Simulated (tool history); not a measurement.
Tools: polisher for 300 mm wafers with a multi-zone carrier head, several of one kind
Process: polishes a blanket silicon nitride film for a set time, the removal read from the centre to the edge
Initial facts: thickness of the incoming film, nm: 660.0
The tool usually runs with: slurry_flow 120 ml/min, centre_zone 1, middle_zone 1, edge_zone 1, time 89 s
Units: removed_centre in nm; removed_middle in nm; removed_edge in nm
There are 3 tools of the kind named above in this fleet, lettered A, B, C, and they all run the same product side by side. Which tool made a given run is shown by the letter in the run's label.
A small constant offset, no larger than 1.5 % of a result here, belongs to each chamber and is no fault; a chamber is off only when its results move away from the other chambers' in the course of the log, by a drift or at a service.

run   hour  slurry_flow  centre_zone  middle_zone  edge_zone  time  removed_centre  removed_middle  removed_edge
 1C    5.6          120            1            1          1    89          114.43          114.75        116.71
 2B    8.9          120            1            1          1    89          112.71          113.84        111.34
         9  -- chamber C: edge zone pressure recalibrated
 3A   15.1          120            1            1          1    89          115.71          116.66        113.04
 4B   21.3          120            1            1          1    89          113.62           112.6        112.28
        23  -- chamber B: centre zone pressure recalibrated
 5A   27.4          120            1            1          1    89          113.27           113.1        111.98
 6C   32.1          120            1            1          1    89          112.36          114.74        115.05
      37.2  -- chamber B: worn pad replaced by a new one
 7B   38.7          120            1            1          1    89          114.24          112.12        112.94
 8A   42.8          120            1            1          1    89          114.52          114.48        114.04
 9C   49.1          145            1         1.06          1    89          119.46          128.17        116.73
10A   55.3          145            1         1.06          1    89          119.13          126.82        118.34
      57.2  -- chamber A: worn pad replaced by a new one
11B   58.6          145            1         1.06          1    89          118.92          124.06        115.95
      58.8  -- chamber A: centre zone pressure recalibrated
12C   64.2          120            1            1          1    89          113.05          114.13        114.28
13B   68.5          120            1         0.96          1   113          146.19          139.13        143.39
      69.6  -- chamber A: slurry nozzle cleaned
14C   73.9          120            1         0.96          1   113          144.22           140.7        144.48
15A   79.6          120            1         0.96          1   113          144.47          138.49        147.54
16A   82.9          120            1            1          1    89          112.43          114.56        113.08
      83.9  -- chamber B: slurry nozzle cleaned
      87.5  -- chamber C: slurry nozzle cleaned
17C   88.9          120         0.89            1          1    89          100.38           112.2        114.64
18B   92.5          120         0.89            1          1    89          99.875          112.85        111.81
      94.4  -- chamber C: worn pad replaced by a new one
19C   97.4          120         0.89            1          1    89          100.61          115.83        115.43
20B  101.4          120            1            1          1    89          112.95          114.85        111.88
21A  107.4          120            1            1          1    89          113.35          114.11        111.64
22A  112.4          120            1            1          1    89          113.74          114.62        113.46
23C  116.3          120            1            1          1    89          114.27          114.48        115.31
24B  121.4          120            1            1          1    89          114.73          112.32        113.95
25A    125          120            1            1          1    89          114.14          112.33        112.43
26C  129.3          120            1            1          1    89          115.18          112.07         115.4
27B  134.2          120            1            1          1    89          113.24          114.36        114.44
28C  137.3          120            1            1          1    89          113.14           113.5        115.15
29B  140.9          120            1            1          1    89          114.21          112.51        113.08
     142.8  -- chamber A: worn pad replaced by a new one
30A  145.4          120            1            1          1    89          113.99          112.61        114.54
31A  150.7          120            1            1          1    89          114.69          112.25        114.93
32B  155.2          120            1            1          1    89          114.65          115.23         114.4
33C  159.2          120            1            1          1    89          113.53          114.54        116.02
34C  164.9          120            1            1          1    89          114.63          112.68        114.32
35B  171.3          120          0.9            1       1.04    89          100.52          110.98        115.06
36A  174.8          120          0.9            1       1.04    89          101.12          113.48        116.59
     177.4  -- chamber C: worn pad replaced by a new one
37A  179.6          120          0.9            1       1.04    89          102.16          115.05        116.25
38B  182.6          120            1            1          1    89          113.91          110.68        114.31
39C  188.6          120            1            1          1    89          114.45          115.28        115.85
40C  191.9          120            1            1          1    89          112.37          116.18         116.9
41A  195.6          120            1            1          1    89          114.63          116.03        113.35

Next, every chamber runs the same settings. What will each give?
42A  200.3          120            1            1          1    89               ?               ?             ?
42B  200.3          120            1            1          1    89               ?               ?             ?
42C  200.3          120            1            1          1    89               ?               ?             ?

run  removed_centre  removed_middle  removed_edge
42A          113.56          114.78        114.88
42B          113.63          113.83         112.5
42C          112.24          114.82        115.56

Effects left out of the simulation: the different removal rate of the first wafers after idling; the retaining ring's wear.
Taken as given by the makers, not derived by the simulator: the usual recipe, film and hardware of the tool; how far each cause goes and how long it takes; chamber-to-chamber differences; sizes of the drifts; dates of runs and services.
